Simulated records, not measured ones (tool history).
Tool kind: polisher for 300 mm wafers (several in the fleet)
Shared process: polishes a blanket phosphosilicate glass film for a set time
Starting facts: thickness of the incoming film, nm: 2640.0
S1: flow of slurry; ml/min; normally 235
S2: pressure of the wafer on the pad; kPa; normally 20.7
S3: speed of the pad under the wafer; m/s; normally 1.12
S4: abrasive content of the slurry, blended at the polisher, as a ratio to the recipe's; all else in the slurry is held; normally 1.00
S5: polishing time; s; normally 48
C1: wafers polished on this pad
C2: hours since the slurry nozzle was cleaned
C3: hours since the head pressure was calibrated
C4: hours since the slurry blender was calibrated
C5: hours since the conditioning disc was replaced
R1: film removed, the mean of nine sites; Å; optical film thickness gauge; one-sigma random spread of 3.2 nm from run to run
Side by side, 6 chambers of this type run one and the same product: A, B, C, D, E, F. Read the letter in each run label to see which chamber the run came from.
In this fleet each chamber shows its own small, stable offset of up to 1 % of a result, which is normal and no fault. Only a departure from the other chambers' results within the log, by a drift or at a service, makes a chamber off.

-- hour=0.4 chamber C: slurry nozzle cleaned
run 1D hour=3.9 | S1=235 S2=20.7 S3=1.12 S4=1.00 S5=48 | C1=401 C2=559.3 C3=349.0 C4=85.6 C5=219.5 | R1=4118.6
-- hour=4.3 chamber E: worn pad replaced by a new one
run 2A hour=12.3 | S1=235 S2=20.7 S3=1.12 S4=1.00 S5=48 | C1=943 C2=244.1 C3=581.0 C4=16.0 C5=67.0 | R1=4051.3
run 3B hour=19.6 | S1=235 S2=20.7 S3=1.12 S4=1.00 S5=48 | C1=655 C2=200.0 C3=1174.3 C4=37.4 C5=413.3 | R1=4085.4
-- hour=23.1 chamber C: worn pad replaced by a new one
run 4C hour=26.7 | S1=235 S2=20.7 S3=1.12 S4=1.00 S5=48 | C1=60 C2=26.4 C3=783.3 C4=275.5 C5=159.9 | R1=4093.0
-- hour=30.6 chamber E: conditioning disc replaced and pad reconditioned
-- hour=31.4 chamber B: worn pad replaced by a new one
run 5E hour=34.8 | S1=235 S2=20.7 S3=1.12 S4=1.00 S5=48 | C1=505 C2=178.9 C3=53.7 C4=40.9 C5=4.2 | R1=4101.4
-- hour=35.1 chamber A: worn pad replaced by a new one
-- hour=39.8 chamber D: worn pad replaced by a new one
run 6F hour=40.1 | S1=235 S2=20.7 S3=1.12 S4=1.00 S5=48 | C1=908 C2=92.0 C3=335.1 C4=115.6 C5=104.0 | R1=4128.7
-- hour=40.7 chamber C: head pressure recalibrated
-- hour=42.5 chamber A: slurry nozzle cleaned
-- hour=44.3 chamber C: slurry blender recalibrated
-- hour=44.7 chamber C: conditioning disc replaced and pad reconditioned
run 7F hour=47.3 | S1=235 S2=20.7 S3=1.12 S4=1.00 S5=48 | C1=1028 C2=99.2 C3=342.3 C4=122.8 C5=111.2 | R1=4078.0
run 8B hour=53.8 | S1=235 S2=20.7 S3=1.12 S4=1.00 S5=48 | C1=372 C2=234.2 C3=1208.5 C4=71.6 C5=447.5 | R1=4090.5
-- hour=54.2 chamber A: conditioning disc replaced and pad reconditioned
run 9A hour=57.7 | S1=235 S2=20.7 S3=1.12 S4=1.00 S5=48 | C1=375 C2=15.3 C3=626.4 C4=61.4 C5=3.6 | R1=4063.8
run 10C hour=64.2 | S1=235 S2=20.7 S3=1.12 S4=1.00 S5=48 | C1=681 C2=63.9 C3=23.6 C4=20.0 C5=19.5 | R1=4095.5
-- hour=69.9 chamber C: worn pad replaced by a new one
run 11D hour=70.7 | S1=235 S2=20.7 S3=1.12 S4=1.00 S5=48 | C1=512 C2=626.1 C3=415.8 C4=152.4 C5=286.3 | R1=4154.9
-- hour=77.1 chamber F: worn pad replaced by a new one
-- hour=78.1 chamber D: conditioning disc replaced and pad reconditioned
run 12E hour=78.1 | S1=235 S2=20.7 S3=1.12 S4=0.75 S5=48 | C1=1223 C2=222.2 C3=97.0 C4=84.2 C5=47.5 | R1=3506.7
-- hour=80.0 chamber E: worn pad replaced by a new one
run 13F hour=82.0 | S1=235 S2=20.7 S3=1.12 S4=0.75 S5=48 | C1=81 C2=133.9 C3=377.0 C4=157.5 C5=145.9 | R1=3549.1
-- hour=83.5 chamber F: conditioning disc replaced and pad reconditioned
-- hour=88.3 chamber B: conditioning disc replaced and pad reconditioned
-- hour=90.0 chamber D: head pressure recalibrated
run 14B hour=90.5 | S1=235 S2=20.7 S3=1.12 S4=0.75 S5=48 | C1=980 C2=270.9 C3=1245.2 C4=108.3 C5=2.2 | R1=3560.2
-- hour=94.5 chamber B: worn pad replaced by a new one
run 15D hour=98.0 | S1=235 S2=20.7 S3=1.12 S4=0.75 S5=48 | C1=965 C2=653.4 C3=8.0 C4=179.7 C5=19.9 | R1=3617.1
-- hour=98.2 chamber D: worn pad replaced by a new one
run 16A hour=103.6 | S1=235 S2=20.7 S3=1.12 S4=0.75 S5=48 | C1=1137 C2=61.2 C3=672.3 C4=107.3 C5=49.5 | R1=3579.5
-- hour=105.2 chamber A: worn pad replaced by a new one
run 17E hour=110.3 | S1=235 S2=20.7 S3=1.12 S4=0.75 S5=48 | C1=502 C2=254.4 C3=129.2 C4=116.4 C5=79.7 | R1=3495.5
-- hour=110.6 chamber D: slurry nozzle cleaned
-- hour=116.8 chamber C: worn pad replaced by a new one
run 18C hour=116.9 | S1=235 S2=20.7 S3=1.12 S4=1.00 S5=48 | C1=2 C2=116.6 C3=76.3 C4=72.7 C5=72.2 | R1=4074.1
run 19C hour=122.2 | S1=235 S2=20.7 S3=1.12 S4=1.00 S5=48 | C1=90 C2=121.9 C3=81.6 C4=78.0 C5=77.5 | R1=4085.3
run 20E hour=126.7 | S1=235 S2=20.7 S3=1.12 S4=1.00 S5=48 | C1=774 C2=270.8 C3=145.6 C4=132.8 C5=96.1 | R1=4035.3
run 21B hour=131.5 | S1=235 S2=20.7 S3=1.12 S4=1.00 S5=48 | C1=615 C2=311.9 C3=1286.2 C4=149.3 C5=43.2 | R1=4090.2
run 22F hour=140.1 | S1=235 S2=20.7 S3=1.12 S4=1.00 S5=57 | C1=1045 C2=192.0 C3=435.1 C4=215.6 C5=56.6 | R1=4646.3
run 23A hour=146.3 | S1=235 S2=20.7 S3=1.12 S4=1.00 S5=57 | C1=682 C2=103.9 C3=715.0 C4=150.0 C5=92.2 | R1=4806.8
-- hour=150.3 chamber D: worn pad replaced by a new one
run 24D hour=152.0 | S1=235 S2=20.7 S3=1.12 S4=1.00 S5=57 | C1=28 C2=41.4 C3=62.0 C4=233.7 C5=73.9 | R1=4805.6
-- hour=153.2 chamber B: worn pad replaced by a new one
-- hour=154.1 chamber D: slurry blender recalibrated
run 25C hour=156.5 | S1=235 S2=20.7 S3=1.12 S4=1.00 S5=57 | C1=659 C2=156.2 C3=115.9 C4=112.3 C5=111.8 | R1=4775.8
run 26B hour=161.1 | S1=235 S2=20.7 S3=1.12 S4=1.00 S5=57 | C1=131 C2=341.5 C3=1315.8 C4=178.9 C5=72.8 | R1=4824.6
-- hour=162.8 chamber F: worn pad replaced by a new one
-- hour=163.0 chamber B: head pressure recalibrated
-- hour=164.5 chamber E: worn pad replaced by a new one
run 27E hour=166.3 | S1=235 S2=20.7 S3=1.12 S4=1.00 S5=57 | C1=30 C2=310.4 C3=185.2 C4=172.4 C5=135.7 | R1=4849.7
-- hour=166.9 chamber E: conditioning disc replaced and pad reconditioned
-- hour=167.5 chamber A: slurry blender recalibrated
-- hour=168.5 chamber A: worn pad replaced by a new one
-- hour=171.7 chamber A: conditioning disc replaced and pad reconditioned
-- hour=172.8 chamber C: worn pad replaced by a new one
run 28A hour=173.3 | S1=235 S2=20.7 S3=1.12 S4=1.00 S5=48 | C1=80 C2=130.9 C3=742.0 C4=5.9 C5=1.7 | R1=4077.6
-- hour=174.5 chamber E: slurry blender recalibrated
run 29F hour=180.2 | S1=235 S2=20.7 S3=1.12 S4=1.00 S5=48 | C1=290 C2=232.1 C3=475.2 C4=255.7 C5=96.7 | R1=3857.0
run 30D hour=184.7 | S1=235 S2=20.7 S3=1.12 S4=1.00 S5=48 | C1=570 C2=74.1 C3=94.7 C4=30.7 C5=106.6 | R1=4116.3
run 31E hour=191.3 | S1=235 S2=20.7 S3=1.12 S4=1.00 S5=48 | C1=444 C2=335.4 C3=210.2 C4=16.8 C5=24.4 | R1=4014.7
run 32F hour=195.4 | S1=235 S2=20.7 S3=1.12 S4=1.00 S5=48 | C1=542 C2=247.3 C3=490.4 C4=270.9 C5=111.9 | R1=3893.9
-- hour=195.5 chamber B: slurry nozzle cleaned
-- hour=196.1 chamber F: slurry nozzle cleaned
-- hour=202.5 chamber B: worn pad replaced by a new one
run 33D hour=203.1 | S1=235 S2=20.7 S3=1.12 S4=1.00 S5=48 | C1=875 C2=92.5 C3=113.1 C4=49.1 C5=125.0 | R1=4095.7
-- hour=210.9 chamber D: worn pad replaced by a new one
run 34C hour=211.5 | S1=235 S2=20.7 S3=1.12 S4=1.00 S5=48 | C1=642 C2=211.2 C3=170.9 C4=167.3 C5=166.8 | R1=4070.9
run 35B hour=219.7 | S1=235 S2=20.7 S3=1.12 S4=1.00 S5=48 | C1=285 C2=24.3 C3=56.7 C4=237.5 C5=131.4 | R1=4124.6
-- hour=220.0 chamber F: conditioning disc replaced and pad reconditioned
run 36A hour=225.7 | S1=235 S2=20.7 S3=1.12 S4=1.00 S5=54 | C1=948 C2=183.3 C3=794.4 C4=58.3 C5=54.1 | R1=4550.7
-- hour=228.7 chamber C: conditioning disc replaced and pad reconditioned
-- hour=230.2 chamber C: worn pad replaced by a new one
run 37F hour=233.5 | S1=235 S2=20.7 S3=1.12 S4=1.00 S5=54 | C1=1173 C2=37.4 C3=528.5 C4=309.0 C5=13.6 | R1=4231.2
run 38A hour=237.4 | S1=235 S2=20.7 S3=1.12 S4=1.00 S5=54 | C1=1142 C2=195.0 C3=806.1 C4=70.0 C5=65.8 | R1=4562.3
run 39E hour=241.9 | S1=235 S2=20.7 S3=1.12 S4=1.00 S5=54 | C1=1283 C2=386.0 C3=260.8 C4=67.4 C5=75.0 | R1=4564.3
run 40C hour=248.5 | S1=235 S2=20.7 S3=1.12 S4=1.00 S5=54 | C1=303 C2=248.2 C3=207.9 C4=204.3 C5=19.8 | R1=4569.9
run 41D hour=255.8 | S1=235 S2=20.7 S3=1.12 S4=1.00 S5=54 | C1=744 C2=145.2 C3=165.8 C4=101.8 C5=177.7 | R1=4640.0
run 42B hour=262.7 | S1=235 S2=20.7 S3=1.12 S4=1.00 S5=48 | C1=999 C2=67.3 C3=99.7 C4=280.5 C5=174.4 | R1=4073.8
-- hour=264.6 chamber B: worn pad replaced by a new one
run 43B hour=270.1 | S1=235 S2=18.6 S3=1.12 S4=1.00 S5=48 | C1=91 C2=74.7 C3=107.1 C4=287.9 C5=181.8 | R1=3654.2

Each of the 6 chambers runs these same settings next. Fill in every chamber's results:
run 44A hour=276.4 | S1=210 S2=20.7 S3=1.12 S4=1.00 S5=48 | R1=?
run 44B hour=276.4 | S1=210 S2=20.7 S3=1.12 S4=1.00 S5=48 | R1=?
run 44C hour=276.4 | S1=210 S2=20.7 S3=1.12 S4=1.00 S5=48 | R1=?
run 44D hour=276.4 | S1=210 S2=20.7 S3=1.12 S4=1.00 S5=48 | R1=?
run 44E hour=276.4 | S1=210 S2=20.7 S3=1.12 S4=1.00 S5=48 | R1=?
run 44F hour=276.4 | S1=210 S2=20.7 S3=1.12 S4=1.00 S5=48 | R1=?

run=44A R1=3965.4
run=44B R1=4027.9
run=44C R1=3983.5
run=44D R1=4101.4
run=44E R1=3975.1
run=44F R1=3652.0
